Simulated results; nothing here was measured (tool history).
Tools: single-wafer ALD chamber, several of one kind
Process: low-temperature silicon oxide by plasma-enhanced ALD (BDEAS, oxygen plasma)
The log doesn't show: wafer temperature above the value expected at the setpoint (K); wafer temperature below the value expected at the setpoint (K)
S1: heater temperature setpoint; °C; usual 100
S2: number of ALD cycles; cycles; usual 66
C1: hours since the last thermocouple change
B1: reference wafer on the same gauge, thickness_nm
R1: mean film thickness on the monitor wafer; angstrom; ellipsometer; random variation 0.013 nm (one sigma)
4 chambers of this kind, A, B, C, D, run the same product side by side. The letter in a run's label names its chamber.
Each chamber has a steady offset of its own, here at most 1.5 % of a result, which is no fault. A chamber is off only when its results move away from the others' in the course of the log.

{"run": "1A", "hour": 11.0, "S1": 100, "S2": 66, "C1": 110.6, "B1": 9.3781, "R1": 93.498}
{"run": "2D", "hour": 17.4, "S1": 100, "S2": 66, "C1": 1435.5, "B1": 9.376, "R1": 94.403}
{"run": "3B", "hour": 27.2, "S1": 100, "S2": 66, "C1": 919.8, "B1": 9.3747, "R1": 94.912}
{"run": "4C", "hour": 36.8, "S1": 100, "S2": 66, "C1": 895.4, "B1": 9.3732, "R1": 94.207}
{"run": "5B", "hour": 48.2, "S1": 87, "S2": 66, "C1": 940.8, "B1": 9.373, "R1": 99.203}
{"run": "6D", "hour": 57.7, "S1": 87, "S2": 66, "C1": 1475.8, "B1": 9.3713, "R1": 98.93}
{"run": "7C", "hour": 65.3, "S1": 87, "S2": 66, "C1": 923.9, "B1": 9.3737, "R1": 98.531}
{"run": "8A", "hour": 76.3, "S1": 87, "S2": 66, "C1": 175.9, "B1": 9.3696, "R1": 97.463}
{"run": "9B", "hour": 83.2, "S1": 105, "S2": 75, "C1": 975.8, "B1": 9.3661, "R1": 106.63}
{"run": "10C", "hour": 89.9, "S1": 105, "S2": 75, "C1": 948.5, "B1": 9.3679, "R1": 105.83}
{"run": "11A", "hour": 97.6, "S1": 105, "S2": 75, "C1": 197.2, "B1": 9.3654, "R1": 104.74}
{"run": "12D", "hour": 109.2, "S1": 105, "S2": 75, "C1": 1527.3, "B1": 9.3693, "R1": 106.31}
{"run": "13A", "hour": 120.1, "S1": 100, "S2": 66, "C1": 219.7, "B1": 9.3655, "R1": 92.994}
{"run": "14C", "hour": 126.1, "S1": 100, "S2": 66, "C1": 984.7, "B1": 9.3667, "R1": 94.15}
{"run": "15B", "hour": 135.6, "S1": 100, "S2": 66, "C1": 1028.2, "B1": 9.3595, "R1": 94.915}
{"run": "16D", "hour": 140.9, "S1": 100, "S2": 66, "C1": 1559, "B1": 9.359, "R1": 94.274}
{"run": "17C", "hour": 148.0, "S1": 100, "S2": 66, "C1": 1006.6, "B1": 9.3595, "R1": 94.034}
{"run": "18A", "hour": 157.7, "S1": 87, "S2": 55, "C1": 257.3, "B1": 9.3565, "R1": 81.042}
{"run": "19B", "hour": 166.5, "S1": 87, "S2": 55, "C1": 1059.1, "B1": 9.3552, "R1": 82.416}
{"run": "20D", "hour": 174.7, "S1": 87, "S2": 55, "C1": 1592.8, "B1": 9.3599, "R1": 82.317}
{"run": "21C", "hour": 185.3, "S1": 87, "S2": 55, "C1": 1043.9, "B1": 9.3565, "R1": 82.058}
{"hour": 190.5, "done": "chamber C: thermocouple changed; heater temperature recalibrated"}
{"run": "22A", "hour": 194.7, "S1": 100, "S2": 66, "C1": 294.3, "B1": 9.3524, "R1": 93.097}
{"run": "23B", "hour": 204.1, "S1": 100, "S2": 66, "C1": 1096.7, "B1": 9.353, "R1": 94.493}
{"run": "24D", "hour": 215.9, "S1": 100, "S2": 66, "C1": 1634, "B1": 9.3508, "R1": 94.458}
{"run": "25C", "hour": 224.5, "S1": 100, "S2": 78, "C1": 34, "B1": 9.3481, "R1": 111.08}
{"run": "26D", "hour": 232.9, "S1": 100, "S2": 78, "C1": 1651, "B1": 9.3519, "R1": 111.21}
{"run": "27A", "hour": 241.4, "S1": 100, "S2": 78, "C1": 341, "B1": 9.3458, "R1": 109.76}
{"run": "28B", "hour": 253.2, "S1": 100, "S2": 78, "C1": 1145.8, "B1": 9.3452, "R1": 111.82}
{"run": "29B", "hour": 259.2, "S1": 100, "S2": 66, "C1": 1151.8, "B1": 9.3416, "R1": 94.455}
{"run": "30D", "hour": 267.2, "S1": 100, "S2": 66, "C1": 1685.3, "B1": 9.3405, "R1": 93.972}
{"run": "31A", "hour": 273.5, "S1": 100, "S2": 66, "C1": 373.1, "B1": 9.3453, "R1": 93.066}
{"run": "32C", "hour": 281.3, "S1": 100, "S2": 66, "C1": 90.8, "B1": 9.3411, "R1": 93.772}
{"run": "33C", "hour": 287.3, "S1": 86, "S2": 72, "C1": 96.8, "B1": 9.3441, "R1": 107.5}
{"run": "34B", "hour": 295.7, "S1": 86, "S2": 72, "C1": 1188.3, "B1": 9.3386, "R1": 108.13}
{"run": "35D", "hour": 301.3, "S1": 86, "S2": 72, "C1": 1719.4, "B1": 9.3391, "R1": 107.78}
{"run": "36A", "hour": 308.4, "S1": 86, "S2": 72, "C1": 408, "B1": 9.3383, "R1": 106.48}
{"run": "37B", "hour": 314.7, "S1": 100, "S2": 66, "C1": 1207.3, "B1": 9.3377, "R1": 94.305}
{"run": "38D", "hour": 325.5, "S1": 100, "S2": 66, "C1": 1743.6, "B1": 9.3383, "R1": 94.064}
{"run": "39A", "hour": 333.7, "S1": 100, "S2": 66, "C1": 433.3, "B1": 9.3347, "R1": 92.669}
{"run": "40C", "hour": 340.6, "S1": 100, "S2": 66, "C1": 150.1, "B1": 9.3335, "R1": 93.788}
{"run": "41C", "hour": 352.6, "S1": 100, "S2": 66, "C1": 162.1, "B1": 9.3323, "R1": 93.764}
{"run": "42B", "hour": 357.9, "S1": 100, "S2": 66, "C1": 1250.5, "B1": 9.3308, "R1": 94.334}
{"run": "43A", "hour": 365.4, "S1": 100, "S2": 66, "C1": 465, "B1": 9.3307, "R1": 92.893}

What goes on in this fleet: one chamber off, a drifting gauge, or nothing beyond the chambers' own small offsets? Name the chamber and the cause, if any.

The gauge drifts, so all chambers seem to drift together. No chamber is off.
Cause: gauge reads low (%) = 0.546.

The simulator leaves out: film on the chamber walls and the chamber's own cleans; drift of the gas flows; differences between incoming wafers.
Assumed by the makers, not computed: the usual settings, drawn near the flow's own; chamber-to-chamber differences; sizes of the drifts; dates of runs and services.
